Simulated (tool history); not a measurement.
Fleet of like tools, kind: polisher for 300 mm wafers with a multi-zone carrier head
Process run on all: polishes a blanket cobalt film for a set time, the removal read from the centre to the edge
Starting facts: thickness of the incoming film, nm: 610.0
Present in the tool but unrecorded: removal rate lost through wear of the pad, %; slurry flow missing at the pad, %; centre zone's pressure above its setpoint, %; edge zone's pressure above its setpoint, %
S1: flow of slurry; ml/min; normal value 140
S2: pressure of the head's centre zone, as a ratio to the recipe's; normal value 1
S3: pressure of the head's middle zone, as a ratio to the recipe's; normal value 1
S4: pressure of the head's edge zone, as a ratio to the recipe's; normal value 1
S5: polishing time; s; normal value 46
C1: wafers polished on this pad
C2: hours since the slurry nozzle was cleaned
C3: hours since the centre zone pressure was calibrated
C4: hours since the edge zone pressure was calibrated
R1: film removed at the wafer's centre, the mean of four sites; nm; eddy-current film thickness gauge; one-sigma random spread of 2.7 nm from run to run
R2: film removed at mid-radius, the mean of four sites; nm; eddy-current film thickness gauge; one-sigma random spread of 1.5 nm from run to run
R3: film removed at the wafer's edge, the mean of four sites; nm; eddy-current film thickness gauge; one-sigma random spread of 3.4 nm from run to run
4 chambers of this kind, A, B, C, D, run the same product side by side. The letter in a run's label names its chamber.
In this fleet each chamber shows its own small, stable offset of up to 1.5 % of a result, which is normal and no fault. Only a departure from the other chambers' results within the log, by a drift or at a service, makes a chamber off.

run	day	S1	S2	S3	S4	S5	C1	C2	C3	C4	R1	R2	R3
1D	0.138	140	1	1	1	46	280	44.1	172.3	710.5	251.74	249.61	240.06
2C	0.333	140	1	1	1	46	246	75.1	1296	312.4	248.92	248.74	245.71
# day 0.438: chamber A: slurry nozzle cleaned
3B	0.554	140	1	1	1	46	143	31.2	219.1	72.2	252.94	247.72	244.67
4A	0.717	140	1	1	1	46	900	6.7	203.1	847.3	244.61	252.85	249.57
5D	0.95	140	1	1	1	46	411	63.6	191.8	730	245.42	249.37	253.07
6A	1.104	140	1	1	1	46	962	16	212.4	856.6	246.83	251.74	252.14
7C	1.246	140	1	1	1	46	393	97	1317.9	334.3	250.49	248.3	241.32
8B	1.425	140	1	1	1	46	283	52.1	240	93.1	246.78	247.7	244.76
# day 1.55: chamber D: worn pad replaced by a new one
9B	1.55	140	1.06	1	1	32	304	55.1	243	96.1	185.27	173.01	172.11
10D	1.762	140	1.06	1	1	32	34	83.1	211.3	749.5	186.19	174.09	171.11
11A	1.992	140	1.06	1	1	32	1105	37.3	233.7	877.9	184.43	173.28	174.26
12C	2.129	140	1.06	1	1	32	535	118.2	1339.1	355.5	182.42	174.81	177.45
13D	2.338	140	1	1	1	46	127	96.9	225.1	763.3	251.46	253.08	249.65
14B	2.546	140	1	1	1	46	464	79	266.9	120	241.52	248.53	242.58
15A	2.792	140	1.05	1	1	34	1234	56.5	252.9	897.1	190.95	186.25	182.09
16C	2.917	140	1.05	1	1	34	662	137.1	1358	374.4	196.29	183.33	186.43
17B	3.167	140	1.05	1	1	34	564	93.9	281.8	134.9	198.62	184.31	185.01
# day 3.254: chamber C: worn pad replaced by a new one
# day 3.354: chamber C: edge zone pressure recalibrated
18A	3.383	140	1.05	1	1	34	1329	70.7	267.1	911.3	193.52	186.11	182.08
19D	3.538	140	1	1	1	46	320	125.7	253.9	792.1	249.6	250.82	252.26
# day 3.546: chamber C: centre zone pressure recalibrated
20C	3.688	140	1	1	1	46	70	155.6	3.5	8.1	245.93	242.74	242.54
# day 3.825: chamber B: worn pad replaced by a new one
21A	3.862	140	1	1	1	46	1406	82.2	278.6	922.8	247.88	253.28	247.76
22D	4.104	140	1	1	1	46	411	139.3	267.5	805.7	248.94	249.75	245.81
23B	4.217	140	1	1	1	46	63	119.1	307	160.1	247.3	247.61	245.46
24C	4.462	140	1	1	1	46	194	174.2	22.1	26.7	239.49	244.44	245.47
25D	4.675	140	1	1	1	46	503	153	281.2	819.4	247.56	247.49	250.93
26A	4.858	140	1	1	1	46	1566	106.1	302.5	946.7	247.79	252.05	249.69
# day 4.908: chamber D: edge zone pressure recalibrated
# day 4.95: chamber D: worn pad replaced by a new one
27C	5.088	140	1	1	1	46	295	189.2	37.1	41.7	240.96	241.06	241.78
# day 5.179: chamber A: worn pad replaced by a new one
28B	5.312	140	1	1	1	46	239	145.4	333.3	186.4	249.98	248.35	247.17
29D	5.433	140	1	1	1	46	78	171.2	299.4	12.6	251.71	250.18	252.14
30B	5.65	140	1	1	1	46	293	153.5	341.4	194.5	253.3	247.49	240.86
31C	5.871	140	1	1	1	46	421	208	55.9	60.5	229.75	236.29	239.04
32A	6.038	140	1	1	1	46	138	134.4	330.8	975	245.72	250.11	241.32
33B	6.158	140	1	1	1	46	375	165.7	353.6	206.7	248.96	247.26	254.71
34A	6.275	140	1	1	1	46	176	140.1	336.5	980.7	250.01	253.18	249.77
35C	6.429	140	1	1	1	46	511	221.4	69.3	73.9	231.46	230.02	239.72
36D	6.562	140	1	1	1	46	260	198.3	326.5	39.7	250.39	247.23	248.23
37A	6.817	140	1	1	1	46	263	153.1	349.5	993.7	250.14	253.04	244.16
38C	7.05	140	1	1	1	46	611	236.3	84.2	88.8	222.08	229.42	229.97

One chamber off, gauge drift, or nothing amiss beyond the chambers' own small offsets? If it is a chamber, which one, and what is the likeliest cause?

Little by little, chamber C moves away from the other chambers.
Most likely cause: slurry flow missing at the pad, % = 31.5.

Here are 4 candidates for chamber C's next run, each the usual settings with a change, their results left as question marks. Which one brings its results back in line with what the others give on the usual settings?
Allowed miss from the other chambers' usual-settings mean, per result, to count as in line: R1 9.4 nm; R2 5.3 nm; R3 12 nm
39C-1	7.238	135	0.98	0.99	1.01	43					?	?	?
39C-2	7.238	125	0.95	0.97	1.04	41					?	?	?
39C-3	7.238	150	1.03	1.01	0.98	49					?	?	?
39C-4	7.238	155	1.05	1.03	0.96	52					?	?	?

On the usual settings, the other chambers give on average: R1 248.65 nm; R2 249.37 nm; R3 247.7 nm
run	R1	R2	R3
39C-1	202.09	208.33	217.97
39C-2	181.17	190.43	207.9
39C-3	251.61	249.05	249.34
39C-4	275.41	271.39	263.24
Change 39C-3 lands the chamber within the allowed miss of the other chambers.

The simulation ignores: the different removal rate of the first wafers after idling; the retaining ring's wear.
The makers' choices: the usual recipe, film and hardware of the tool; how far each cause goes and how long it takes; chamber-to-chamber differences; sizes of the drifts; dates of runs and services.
